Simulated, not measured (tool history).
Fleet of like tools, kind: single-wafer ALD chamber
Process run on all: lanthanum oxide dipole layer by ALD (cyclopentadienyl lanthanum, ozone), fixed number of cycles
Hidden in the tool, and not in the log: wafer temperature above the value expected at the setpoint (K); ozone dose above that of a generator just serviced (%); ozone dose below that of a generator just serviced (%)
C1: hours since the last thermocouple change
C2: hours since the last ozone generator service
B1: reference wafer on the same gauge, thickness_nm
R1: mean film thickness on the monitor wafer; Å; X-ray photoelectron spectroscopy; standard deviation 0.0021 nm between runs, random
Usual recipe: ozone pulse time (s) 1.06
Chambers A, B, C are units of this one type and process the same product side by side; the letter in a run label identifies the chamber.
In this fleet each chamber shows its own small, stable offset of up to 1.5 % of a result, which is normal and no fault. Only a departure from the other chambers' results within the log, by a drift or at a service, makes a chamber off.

Run 1C, hour 4.5: usual settings; C1 290.1; C2 667.9; B1 0.40704. Result: R1 4.9922 Å.
Run 2B, hour 7.3: usual settings; C1 269.9; C2 490.2; B1 0.40669. Result: R1 5.0715 Å.
Run 3A, hour 11.4: usual settings; C1 344.3; C2 710.0; B1 0.40684. Result: R1 5.1428 Å.
Run 4B, hour 16.7: usual settings; C1 279.3; C2 499.6; B1 0.40651. Result: R1 5.0618 Å.
Run 5A, hour 21.3: usual settings; C1 354.2; C2 719.9; B1 0.40679. Result: R1 5.1055 Å.
Run 6C, hour 25.3: usual settings; C1 310.9; C2 688.7; B1 0.40667. Result: R1 5.0482 Å.
Run 7B, hour 31.0: usual settings; C1 293.6; C2 513.9; B1 0.40676. Result: R1 5.0257 Å.
Run 8A, hour 37.0: usual settings; C1 369.9; C2 735.6; B1 0.40722. Result: R1 5.1366 Å.
Run 9C, hour 40.6: usual settings; C1 326.2; C2 704.0; B1 0.40721. Result: R1 5.0202 Å.
Run 10A, hour 46.3: usual settings; C1 379.2; C2 744.9; B1 0.40724. Result: R1 5.1490 Å.
Run 11B, hour 49.4: usual settings; C1 312.0; C2 532.3; B1 0.40632. Result: R1 5.0663 Å.
Run 12C, hour 54.8: usual settings; C1 340.4; C2 718.2; B1 0.40752. Result: R1 5.0215 Å.
Run 13C, hour 57.7: usual settings; C1 343.3; C2 721.1; B1 0.40699. Result: R1 5.0250 Å.
Run 14B, hour 62.4: usual settings; C1 325.0; C2 545.3; B1 0.40655. Result: R1 5.0320 Å.
Run 15A, hour 68.4: usual settings; C1 401.3; C2 767.0; B1 0.40735. Result: R1 5.1351 Å.
Run 16C, hour 73.6: usual settings but ozone pulse time (s) 0.70; C1 359.2; C2 737.0; B1 0.40689. Result: R1 4.2638 Å.
Run 17B, hour 79.3: usual settings but ozone pulse time (s) 0.70; C1 341.9; C2 562.2; B1 0.40737. Result: R1 4.3110 Å.
Run 18A, hour 82.4: usual settings but ozone pulse time (s) 0.70; C1 415.3; C2 781.0; B1 0.40675. Result: R1 4.4090 Å.
Run 19B, hour 86.7: usual settings; C1 349.3; C2 569.6; B1 0.40688. Result: R1 5.0206 Å.
At hour 91.8: chamber C: ozone generator serviced.
Run 20A, hour 92.0: usual settings but ozone pulse time (s) 1.46; C1 424.9; C2 790.6; B1 0.40765. Result: R1 5.5246 Å.
Run 21C, hour 94.8: usual settings but ozone pulse time (s) 1.46; C1 380.4; C2 3.1; B1 0.40712. Result: R1 5.4326 Å.
Run 22C, hour 98.9: usual settings but ozone pulse time (s) 1.46; C1 384.5; C2 7.2; B1 0.40689. Result: R1 5.4165 Å.
Run 23B, hour 103.7: usual settings; C1 366.3; C2 586.6; B1 0.40687. Result: R1 5.0195 Å.
Run 24A, hour 106.8: usual settings; C1 439.7; C2 805.4; B1 0.40716. Result: R1 5.1820 Å.
Run 25C, hour 111.7: usual settings but ozone pulse time (s) 1.39; C1 397.3; C2 20.0; B1 0.40737. Result: R1 5.3394 Å.
Run 26B, hour 114.9: usual settings but ozone pulse time (s) 1.39; C1 377.5; C2 597.8; B1 0.40682. Result: R1 5.3170 Å.
At hour 116.4: chamber A: ozone generator serviced.
Run 27A, hour 117.9: usual settings but ozone pulse time (s) 1.39; C1 450.8; C2 1.6; B1 0.40720. Result: R1 5.4999 Å.
Run 28A, hour 121.4: usual settings but ozone pulse time (s) 0.72; C1 454.3; C2 5.1; B1 0.40700. Result: R1 4.4642 Å.
Run 29B, hour 125.9: usual settings but ozone pulse time (s) 0.72; C1 388.5; C2 608.8; B1 0.40709. Result: R1 4.2829 Å.
Run 30C, hour 131.5: usual settings but ozone pulse time (s) 0.72; C1 417.1; C2 39.8; B1 0.40733. Result: R1 4.3327 Å.
Run 31A, hour 136.6: usual settings; C1 469.5; C2 20.3; B1 0.40715. Result: R1 5.1254 Å.
Run 32C, hour 140.8: usual settings; C1 426.4; C2 49.1; B1 0.40687. Result: R1 5.0186 Å.
Run 33B, hour 145.5: usual settings; C1 408.1; C2 628.4; B1 0.40705. Result: R1 4.9183 Å.
Run 34B, hour 151.4: usual settings; C1 414.0; C2 634.3; B1 0.40712. Result: R1 4.9291 Å.
Run 35A, hour 154.8: usual settings; C1 487.7; C2 38.5; B1 0.40705. Result: R1 5.1447 Å.
Run 36C, hour 159.8: usual settings; C1 445.4; C2 68.1; B1 0.40682. Result: R1 5.0433 Å.
Run 37A, hour 164.9: usual settings; C1 497.8; C2 48.6; B1 0.40685. Result: R1 5.1545 Å.
Run 38B, hour 169.2: usual settings but ozone pulse time (s) 1.44; C1 431.8; C2 652.1; B1 0.40704. Result: R1 5.2908 Å.
Run 39C, hour 174.4: usual settings but ozone pulse time (s) 1.44; C1 460.0; C2 82.7; B1 0.40687. Result: R1 5.3914 Å.
Run 40A, hour 178.2: usual settings but ozone pulse time (s) 1.44; C1 511.1; C2 61.9; B1 0.40681. Result: R1 5.5369 Å.
Run 41C, hour 183.5: usual settings but ozone pulse time (s) 0.72; C1 469.1; C2 91.8; B1 0.40696. Result: R1 4.3988 Å.
Run 42B, hour 187.6: usual settings but ozone pulse time (s) 0.72; C1 450.2; C2 670.5; B1 0.40696. Result: R1 4.0861 Å.
Run 43C, hour 190.3: usual settings but ozone pulse time (s) 0.72; C1 475.9; C2 98.6; B1 0.40650. Result: R1 4.3325 Å.
Run 44A, hour 194.9: usual settings; C1 527.8; C2 78.6; B1 0.40685. Result: R1 5.1675 Å.

Each of the 3 chambers runs these same settings next. Fill in every chamber's results:
Run 45A, hour 199.3: usual settings but ozone pulse time (s) 1.20. Result: R1 ?.
Run 45B, hour 199.3: usual settings but ozone pulse time (s) 1.20. Result: R1 ?.
Run 45C, hour 199.3: usual settings but ozone pulse time (s) 1.20. Result: R1 ?.

run      R1
45A  5.3179
45B  4.9763
45C  5.1790

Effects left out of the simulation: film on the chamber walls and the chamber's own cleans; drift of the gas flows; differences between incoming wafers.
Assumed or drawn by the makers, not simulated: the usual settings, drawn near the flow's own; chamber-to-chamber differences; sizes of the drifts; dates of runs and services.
